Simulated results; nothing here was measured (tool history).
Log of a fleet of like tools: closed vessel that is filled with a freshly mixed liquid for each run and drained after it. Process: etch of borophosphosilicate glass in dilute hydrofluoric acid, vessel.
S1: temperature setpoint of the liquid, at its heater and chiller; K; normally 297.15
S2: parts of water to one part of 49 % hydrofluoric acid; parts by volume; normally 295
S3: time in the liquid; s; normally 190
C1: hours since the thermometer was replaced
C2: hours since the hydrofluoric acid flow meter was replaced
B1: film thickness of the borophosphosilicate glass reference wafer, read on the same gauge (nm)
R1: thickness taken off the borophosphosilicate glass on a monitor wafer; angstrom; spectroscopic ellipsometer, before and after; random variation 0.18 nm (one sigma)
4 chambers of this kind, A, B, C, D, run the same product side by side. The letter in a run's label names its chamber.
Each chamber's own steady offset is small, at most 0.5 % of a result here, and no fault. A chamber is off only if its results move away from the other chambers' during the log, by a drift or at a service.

| run | hour | S1 | S2 | S3 | C1 | C2 | B1 | R1 |
|---|---|---|---|---|---|---|---|---|
| 1A | 6.4 | 297.15 | 295 | 190 | 1546.6 | 118.3 | 110.00 | 360.28 |
| 2B | 17.4 | 297.15 | 295 | 190 | 1747.4 | 1257.7 | 110.01 | 359.99 |
| 3C | 25.7 | 297.15 | 295 | 190 | 1371.3 | 403.3 | 110.01 | 365.11 |
| 4D | 34.1 | 297.15 | 295 | 190 | 240.5 | 1988.5 | 109.99 | 360.84 |
| 5A | 39.4 | 297.15 | 295 | 190 | 1579.6 | 151.3 | 110.01 | 358.92 |
| 6D | 48.4 | 297.15 | 295 | 190 | 254.8 | 2002.8 | 109.99 | 358.61 |
| 7B | 58.1 | 300.65 | 365 | 190 | 1788.1 | 1298.4 | 110.00 | 305.60 |
| 8C | 63.8 | 300.65 | 365 | 190 | 1409.4 | 441.4 | 110.00 | 309.64 |
| 9D | 69.1 | 300.65 | 365 | 190 | 275.5 | 2023.5 | 109.98 | 300.85 |
| 10A | 75.1 | 300.65 | 365 | 190 | 1615.3 | 187.0 | 110.00 | 303.52 |
| 11C | 84.7 | 297.15 | 295 | 190 | 1430.3 | 462.3 | 110.02 | 363.92 |
| 12B | 90.6 | 297.15 | 295 | 190 | 1820.6 | 1330.9 | 109.99 | 360.89 |
| 13A | 100.0 | 297.15 | 295 | 190 | 1640.2 | 211.9 | 110.00 | 358.04 |
| 14C | 107.8 | 297.15 | 295 | 190 | 1453.4 | 485.4 | 109.98 | 364.13 |
| 15D | 112.8 | 297.15 | 295 | 190 | 319.2 | 2067.2 | 110.00 | 358.38 |
| 16B | 118.4 | 297.15 | 295 | 190 | 1848.4 | 1358.7 | 110.00 | 363.43 |
| 17D | 128.7 | 297.15 | 295 | 190 | 335.1 | 2083.1 | 110.00 | 361.34 |
| 18B | 134.3 | 297.15 | 295 | 190 | 1864.3 | 1374.6 | 110.00 | 364.41 |
| 19C | 144.5 | 297.15 | 295 | 190 | 1490.1 | 522.1 | 110.00 | 363.35 |
| 20A | 155.1 | 297.15 | 295 | 190 | 1695.3 | 267.0 | 110.02 | 358.74 |
| 21A | 164.2 | 297.15 | 295 | 190 | 1704.4 | 276.1 | 110.01 | 360.06 |
| 22D | 171.2 | 297.15 | 295 | 190 | 377.6 | 2125.6 | 109.99 | 357.24 |
|  | 174.8 | chamber D: hydrofluoric acid flow meter replaced |
| 23C | 179.7 | 297.15 | 295 | 190 | 1525.3 | 557.3 | 110.00 | 362.34 |
| 24B | 187.8 | 297.15 | 295 | 145 | 1917.8 | 1428.1 | 110.01 | 282.63 |
| 25C | 198.3 | 297.15 | 295 | 145 | 1543.9 | 575.9 | 110.00 | 278.50 |
| 26D | 203.3 | 297.15 | 295 | 145 | 409.7 | 28.5 | 109.99 | 273.91 |
| 27B | 212.6 | 297.15 | 295 | 145 | 1942.6 | 1452.9 | 109.99 | 284.41 |
| 28A | 220.5 | 297.15 | 295 | 190 | 1760.7 | 332.4 | 110.00 | 362.59 |
| 29C | 227.7 | 297.15 | 295 | 190 | 1573.3 | 605.3 | 110.01 | 363.86 |
| 30A | 235.5 | 297.15 | 295 | 190 | 1775.7 | 347.4 | 110.02 | 356.59 |

Does one chamber stand apart from the rest, does the shared gauge drift, or is all well apart from small per-chamber offsets? Give the chamber and the most likely cause, where there is one.

Chamber B drifts away from the others.
Cause: liquid hotter than its thermometer reads (K) = 1.28.
With only this log, it may be confused with: hydrofluoric acid flow above the setpoint (%).

Chamber B could run next with any of the 4 candidate recipes listed below; each alters the usual settings, and their results appear as question marks. Which one brings its results back in line with what the other chambers deliver on the usual settings?
In line means no further than this from the other chambers' mean on the usual settings: R1 6.30 angstrom
| 31B-1 | 243.6 | 297.15 | 295 | 205 |  |  |  | ? |
| 31B-2 | 243.6 | 296.15 | 295 | 190 |  |  |  | ? |
| 31B-3 | 243.6 | 297.15 | 285 | 190 |  |  |  | ? |
| 31B-4 | 243.6 | 295.15 | 295 | 190 |  |  |  | ? |

Mean of the other chambers on the usual settings: R1 361.52 angstrom
| run | R1 |
|---|---|
| 31B-1 | 406.34 |
| 31B-2 | 363.59 |
| 31B-3 | 393.84 |
| 31B-4 | 350.99 |
The right change is 31B-2: it brings the chamber back within the allowed miss of the others.

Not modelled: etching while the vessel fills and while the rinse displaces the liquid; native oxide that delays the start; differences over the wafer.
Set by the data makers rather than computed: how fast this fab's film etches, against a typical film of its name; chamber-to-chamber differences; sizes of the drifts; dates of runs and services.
